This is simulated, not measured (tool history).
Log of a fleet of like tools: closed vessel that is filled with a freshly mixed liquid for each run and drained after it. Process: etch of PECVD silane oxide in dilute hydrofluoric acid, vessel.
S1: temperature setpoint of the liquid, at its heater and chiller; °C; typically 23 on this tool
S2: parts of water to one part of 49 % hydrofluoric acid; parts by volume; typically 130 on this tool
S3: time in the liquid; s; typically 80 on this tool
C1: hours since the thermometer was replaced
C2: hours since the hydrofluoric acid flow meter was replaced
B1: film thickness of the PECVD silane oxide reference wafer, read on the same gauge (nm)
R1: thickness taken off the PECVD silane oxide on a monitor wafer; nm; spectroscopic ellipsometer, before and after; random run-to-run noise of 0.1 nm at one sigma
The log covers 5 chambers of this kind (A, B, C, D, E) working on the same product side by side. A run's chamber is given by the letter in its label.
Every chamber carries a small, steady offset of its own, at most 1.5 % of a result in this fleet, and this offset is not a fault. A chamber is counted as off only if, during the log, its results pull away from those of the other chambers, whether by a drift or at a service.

run   hour    S1   S2   S3      C1     C2      B1      R1
 1B    6.3    23  130   80   554.3  179.2  79.989  13.465
 2A    9.7    23  130   80   747.7  601.3  79.998  13.524
 3C     16    23  130   80   243.5   23.3  79.999  13.508
 4E   22.1    23  130   80  2064.6  433.9  80.007  13.341
 5D   26.4    23  130   80   590.9  634.4      80  13.519
 6A   30.8    23  130   80   768.8  622.4   80.03  13.389
 7B   35.7  24.5  130  130   583.7  208.6  80.007  23.524
 8C   40.2  24.5  130  130   267.7   47.5  79.986  23.313
 9D     45  24.5  130  130   609.5    653  80.019  23.263
10E   49.8  24.5  130  130  2092.3  461.6  79.986  23.229
11D   55.2  24.5  130  130   619.7  663.2  80.012    23.2
12E   60.9    23  130   80  2103.4  472.7  79.991   13.69
13A   66.2    23  130   80   804.2  657.8  79.993  13.255
14B   69.1    23  130   80   617.1    242  79.995   13.59
15C   75.4    23  130   80   302.9   82.7   80.01  13.465
16D   81.4    23  130   80   645.9  689.4  79.964  13.389
17C   84.4    23  130   80   311.9   91.7  80.007  13.467
18B   90.5    23  185   80   638.5  263.4  79.976  8.9995
19E     97    23  185   80  2139.5  508.8  79.992  8.9249
20A  102.4    23  185   80   840.4    694  80.008  8.6389
     102.5  -- chamber E: thermometer replaced
21D  108.1    23  185   80   672.6  716.1  79.992  8.8651
22E  110.9    23  185   80     8.4  522.7  80.011  8.9979
23B    114    21  130   80     662  286.9  80.016  12.326
24C  117.8    21  130   80   345.3  125.1  79.997  12.309
25A    123    21  130   80     861  714.6  80.013  11.877
26B  128.1    21  130   80   676.1    301  79.999  12.479
27D  133.9    21  130   80   698.4  741.9  79.983  12.435
     135.1  -- chamber E: hydrofluoric acid flow meter replaced
28E  138.3    23  130   80    35.8    3.2  79.978  13.466
29A  142.9    23  130   80   880.9  734.5  79.995  12.889
30C  147.2    23  130   80   374.7  154.5  80.007  13.534
31A  152.8  18.5  130   80   890.8  744.4  79.981  10.779
32C  157.5  18.5  130   80     385  164.8  80.008  11.067
33E  160.9  18.5  130   80    58.4   25.8  80.004  11.382
34D  167.3  18.5  130   80   731.8  775.3  80.007  11.252
35B  171.5  18.5  130   80   719.5  344.4   80.03  11.212
36A  174.3    23  130   80   912.3  765.9  80.004  12.769
37D  178.2    23  130   80   742.7  786.2  79.974  13.473
38B  181.5    23  130  120   729.5  354.4  80.026   20.34
39E  186.7    23  130  120    84.2   51.6  80.023  19.959
40C  189.9    23  130  120   417.4  197.2  79.997   20.13

Has any chamber moved away from the others, gradually or after a service, or does the common gauge drift, or do the chambers differ only by their own small steady offsets? State the chamber and the most likely cause if one applies.

Chamber A drifts away from the others.
Cause: hydrofluoric acid flow below the setpoint (%) = 5.21.
It could be hard to tell apart here from: liquid colder than its thermometer reads (K).

Below are 4 candidate recipes for chamber A's next run, each the usual settings with a change, their results shown as question marks. Which of them brings A's results back in line with what the other chambers give on the usual settings?
Counts as in line when no further than this from what the other chambers average on the usual settings: R1 0.36 nm
41A-1  194.6  22.5  130  80               ?
41A-2  194.6  23.5  130  80               ?
41A-3  194.6    23  130  75               ?
41A-4  194.6  24.5  130  80               ?

The other chambers' mean on the usual settings: R1 13.513 nm
  run      R1
41A-1  12.347
41A-2  12.838
41A-3  11.804
41A-4  13.343
Change 41A-4 lands the chamber within the allowed miss of the other chambers.
